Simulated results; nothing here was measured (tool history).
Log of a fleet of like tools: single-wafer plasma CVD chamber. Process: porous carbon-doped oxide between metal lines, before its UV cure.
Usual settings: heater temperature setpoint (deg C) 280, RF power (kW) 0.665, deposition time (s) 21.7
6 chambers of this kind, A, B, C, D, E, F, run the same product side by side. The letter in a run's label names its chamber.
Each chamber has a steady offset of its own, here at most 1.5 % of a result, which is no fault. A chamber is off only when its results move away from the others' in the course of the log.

| run | hour | heater temperature setpoint (deg C) | RF power (kW) | deposition time (s) | hours since the last thermocouple change | hours since the last RF generator calibration | read-back reference wafer on the same gauge, thickness_nm | mean film thickness on the monitor wafer (nm) |
|---|---|---|---|---|---|---|---|---|
| 1E | 9 | 280 | 0.665 | 21.7 | 413 | 316.1 | 152.14 | 160.14 |
| 2F | 17.6 | 280 | 0.665 | 21.7 | 1861.4 | 1406 | 152.01 | 162.29 |
| 3D | 28.3 | 280 | 0.665 | 21.7 | 1911.3 | 1885.5 | 151.92 | 159.88 |
| 4A | 36.5 | 280 | 0.665 | 21.7 | 1370.9 | 477.7 | 151.84 | 161.5 |
| 5C | 51.3 | 280 | 0.665 | 21.7 | 465.6 | 400.1 | 151.78 | 161.63 |
| 6B | 62.6 | 280 | 0.665 | 21.7 | 1204.8 | 767.3 | 152.09 | 161.79 |
| 7F | 77.3 | 280 | 0.665 | 21.7 | 1921.1 | 1465.7 | 152.05 | 163.97 |
|  | 83 | chamber F: thermocouple changed; heater temperature recalibrated |
| 8D | 84 | 280 | 0.665 | 21.7 | 1967 | 1941.2 | 151.99 | 157.9 |
| 9C | 94.6 | 280 | 0.665 | 21.7 | 508.9 | 443.4 | 152.15 | 162.97 |
| 10B | 105.4 | 280 | 0.665 | 21.7 | 1247.6 | 810.1 | 151.81 | 161.8 |
|  | 109.9 | chamber D: RF generator calibrated |
| 11E | 120.4 | 280 | 0.665 | 21.7 | 524.4 | 427.5 | 151.96 | 159.16 |
| 12A | 131.1 | 280 | 0.665 | 21.7 | 1465.5 | 572.3 | 151.85 | 160.85 |
| 13D | 139.8 | 280 | 0.665 | 21.7 | 2022.8 | 29.9 | 152.03 | 161.17 |
| 14F | 153.4 | 280 | 0.665 | 21.7 | 70.5 | 1541.8 | 151.84 | 162.73 |
| 15C | 168.2 | 280 | 0.665 | 21.7 | 582.5 | 517 | 152.07 | 163.07 |
| 16E | 182.4 | 280 | 0.665 | 21.7 | 586.4 | 489.5 | 152.03 | 159.61 |
| 17A | 193.8 | 280 | 0.665 | 21.7 | 1528.2 | 635 | 151.94 | 160.42 |
| 18B | 204.7 | 280 | 0.665 | 21.7 | 1346.9 | 909.4 | 152.09 | 162.99 |
| 19D | 215.8 | 288 | 0.625 | 21.7 | 2098.8 | 105.9 | 151.95 | 145.74 |
| 20A | 228.6 | 288 | 0.625 | 21.7 | 1563 | 669.8 | 151.92 | 147.06 |
| 21F | 237.8 | 288 | 0.625 | 21.7 | 154.9 | 1626.2 | 151.97 | 148.12 |
| 22B | 244.5 | 288 | 0.625 | 21.7 | 1386.7 | 949.2 | 151.96 | 147.41 |
| 23C | 256.6 | 288 | 0.625 | 21.7 | 670.9 | 605.4 | 152.02 | 146.87 |
| 24E | 268.4 | 288 | 0.625 | 21.7 | 672.4 | 575.5 | 151.99 | 145.94 |
| 25D | 281 | 280 | 0.665 | 21.7 | 2164 | 171.1 | 152 | 158.5 |
| 26B | 288.4 | 284 | 0.715 | 21.7 | 1430.6 | 993.1 | 152 | 167.01 |
| 27E | 300 | 284 | 0.715 | 21.7 | 704 | 607.1 | 151.84 | 163.4 |
|  | 309.7 | chamber D: thermocouple changed; heater temperature recalibrated |
| 28A | 310 | 284 | 0.715 | 21.7 | 1644.4 | 751.2 | 152.21 | 165.69 |
| 29C | 323.1 | 284 | 0.715 | 21.7 | 737.4 | 671.9 | 151.89 | 165.66 |
| 30F | 331 | 284 | 0.715 | 21.7 | 248.1 | 1719.4 | 152.15 | 166.52 |
| 31A | 341 | 284 | 0.715 | 21.7 | 1675.4 | 782.2 | 151.98 | 166.3 |
| 32D | 352.9 | 280 | 0.665 | 21.7 | 43.2 | 243 | 152.05 | 158.96 |
| 33F | 363 | 280 | 0.665 | 21.7 | 280.1 | 1751.4 | 151.77 | 161.97 |
| 34C | 372.1 | 291 | 0.665 | 21.7 | 786.4 | 720.9 | 151.96 | 151.24 |
|  | 378.1 | chamber A: thermocouple changed; heater temperature recalibrated |
| 35E | 384.3 | 291 | 0.665 | 21.7 | 788.3 | 691.4 | 152.05 | 149.17 |
|  | 396.2 | chamber B: thermocouple changed; heater temperature recalibrated |
| 36B | 398.8 | 291 | 0.665 | 21.7 | 2.7 | 1103.5 | 152.11 | 151.31 |
| 37A | 409.4 | 291 | 0.665 | 21.7 | 31.4 | 850.6 | 152.06 | 151.75 |

Is one chamber off against the others, does the gauge drift, or is nothing wrong? If a chamber is off, say which, and what the likeliest cause is.

No chamber stands off beyond its own small offset, and the gauge holds steady.
